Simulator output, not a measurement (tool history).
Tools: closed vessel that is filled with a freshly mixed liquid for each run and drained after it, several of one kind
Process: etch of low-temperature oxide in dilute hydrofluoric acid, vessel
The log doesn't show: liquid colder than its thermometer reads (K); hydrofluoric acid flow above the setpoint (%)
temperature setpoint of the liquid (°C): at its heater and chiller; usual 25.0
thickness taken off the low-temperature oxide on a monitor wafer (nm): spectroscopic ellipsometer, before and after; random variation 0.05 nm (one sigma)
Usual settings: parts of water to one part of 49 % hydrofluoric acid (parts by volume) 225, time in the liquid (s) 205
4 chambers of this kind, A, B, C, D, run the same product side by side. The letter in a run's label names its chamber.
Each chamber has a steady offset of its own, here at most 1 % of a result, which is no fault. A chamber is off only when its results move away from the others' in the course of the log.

run   hour  temperature setpoint of the liquid (°C)  parts of water to one part of 49 % hydrofluoric acid (parts by volume)  time in the liquid (s)  hours since the thermometer was replaced  hours since the hydrofluoric acid flow meter was replaced  read-back film thickness of the low-temperature oxide reference wafer, read on the same gauge (nm)  thickness taken off the low-temperature oxide on a monitor wafer (nm)
 1B    5.0                                     25.0                                                                     225                     205                                     223.6                                                      463.9                                                                                              79.984                                                                 9.4106
 2A   12.7                                     25.0                                                                     225                     205                                     744.8                                                      159.3                                                                                              80.014                                                                 9.4328
 3D   21.4                                     25.0                                                                     225                     205                                    2193.6                                                      143.2                                                                                              79.994                                                                 9.4734
 4C   27.2                                     25.0                                                                     225                     205                                     455.2                                                      167.5                                                                                              80.011                                                                 9.5397
 5B   34.7                                     25.0                                                                     225                     205                                     253.3                                                      493.6                                                                                              80.021                                                                 9.4680
 6A   39.0                                     20.0                                                                     225                     205                                     771.1                                                      185.6                                                                                              79.989                                                                 7.8672
 7D   45.6                                     20.0                                                                     225                     205                                    2217.8                                                      167.4                                                                                              80.002                                                                 7.8295
 8C   53.9                                     20.0                                                                     225                     205                                     481.9                                                      194.2                                                                                              80.010                                                                 7.9603
 9A   59.5                                     20.0                                                                     225                     205                                     791.6                                                      206.1                                                                                              79.981                                                                 7.9071
10C   66.7                                     25.0                                                                     225                     205                                     494.7                                                      207.0                                                                                              79.971                                                                 9.6238
11D   73.3                                     25.0                                                                     225                     205                                    2245.5                                                      195.1                                                                                              80.003                                                                 9.3930
12B   78.0                                     25.0                                                                     225                     205                                     296.6                                                      536.9                                                                                              80.005                                                                 9.4767
13C   84.2                                     25.0                                                                     225                     205                                     512.2                                                      224.5                                                                                              80.000                                                                 9.5728
14A   93.2                                     25.0                                                                     225                     205                                     825.3                                                      239.8                                                                                              79.987                                                                 9.5233
15B   98.0                                     25.0                                                                     225                     205                                     316.6                                                      556.9                                                                                              80.036                                                                 9.4938
16D  105.2                                     25.0                                                                     225                     205                                    2277.4                                                      227.0                                                                                              80.031                                                                 9.4164
17B  114.2                                     25.0                                                                     225                     205                                     332.8                                                      573.1                                                                                              79.992                                                                 9.4097
18D  119.7                                     25.0                                                                     225                     205                                    2291.9                                                      241.5                                                                                              79.992                                                                 9.3794
19C  126.1                                     25.0                                                                     225                     205                                     554.1                                                      266.4                                                                                              80.021                                                                 9.5740
20A  134.2                                     25.0                                                                     225                     205                                     866.3                                                      280.8                                                                                              80.014                                                                 9.4529
21C  141.6                                     25.0                                                                     225                     205                                     569.6                                                      281.9                                                                                              79.968                                                                 9.7650
22B  150.8                                     25.0                                                                     225                     205                                     369.4                                                      609.7                                                                                              80.011                                                                 9.4273
23A  157.3                                     25.0                                                                     225                     205                                     889.4                                                      303.9                                                                                              79.994                                                                 9.4762
24D  162.1                                     28.5                                                                     225                     155                                    2334.3                                                      283.9                                                                                              80.000                                                                 8.0958
25B  168.5                                     28.5                                                                     225                     155                                     387.1                                                      627.4                                                                                              79.983                                                                 8.0593
26D  172.9                                     28.5                                                                     225                     155                                    2345.1                                                      294.7                                                                                              80.014                                                                 8.0902
     181.0  -- chamber B: hydrofluoric acid flow meter replaced
27A  181.7                                     28.5                                                                     225                     155                                     913.8                                                      328.3                                                                                              79.980                                                                 8.0202
28C  186.5                                     25.0                                                                     225                     205                                     614.5                                                      326.8                                                                                              79.975                                                                 9.7554
29A  190.9                                     25.0                                                                     225                     205                                     923.0                                                      337.5                                                                                              79.986                                                                 9.4715
30D  199.2                                     25.0                                                                     225                     205                                    2371.4                                                      321.0                                                                                              79.974                                                                 9.4799
31B  206.7                                     25.0                                                                     225                     205                                     425.3                                                       25.8                                                                                              80.007                                                                 9.4972
32C  215.2                                     25.0                                                                     320                      90                                     643.2                                                      355.5                                                                                              79.998                                                                 2.7252
33B  220.1                                     25.0                                                                     320                      90                                     438.7                                                       39.2                                                                                              79.990                                                                 2.6306
34C  227.0                                     25.0                                                                     320                      90                                     655.0                                                      367.3                                                                                              80.001                                                                 2.7383
35D  234.2                                     25.0                                                                     320                      90                                    2406.4                                                      356.0                                                                                              80.024                                                                 2.6588
36A  243.9                                     25.0                                                                     225                     205                                     976.0                                                      390.5                                                                                              80.012                                                                 9.4633
37C  253.3                                     25.0                                                                     225                     205                                     681.3                                                      393.6                                                                                              80.025                                                                 9.8434
38B  261.8                                     25.0                                                                     225                     205                                     480.4                                                       80.9                                                                                              80.001                                                                 9.5483
39D  271.1                                     25.0                                                                     225                     205                                    2443.3                                                      392.9                                                                                              79.991                                                                 9.4575
40A  280.9                                     25.0                                                                     225                     205                                    1013.0                                                      427.5                                                                                              79.996                                                                 9.4470
41B  286.7                                     25.0                                                                     225                     205                                     505.3                                                      105.8                                                                                              79.985                                                                 9.3813

Next, every chamber runs the same settings. What will each give?
42A  293.7                                     25.0                                                                     225                     255                                                                                                                                                                                                                                                                               ?
42B  293.7                                     25.0                                                                     225                     255                                                                                                                                                                                                                                                                               ?
42C  293.7                                     25.0                                                                     225                     255                                                                                                                                                                                                                                                                               ?
42D  293.7                                     25.0                                                                     225                     255                                                                                                                                                                                                                                                                               ?

run  thickness taken off the low-temperature oxide on a monitor wafer (nm)
42A                                                                11.8420
42B                                                                11.7340
42C                                                                12.3660
42D                                                                11.8030
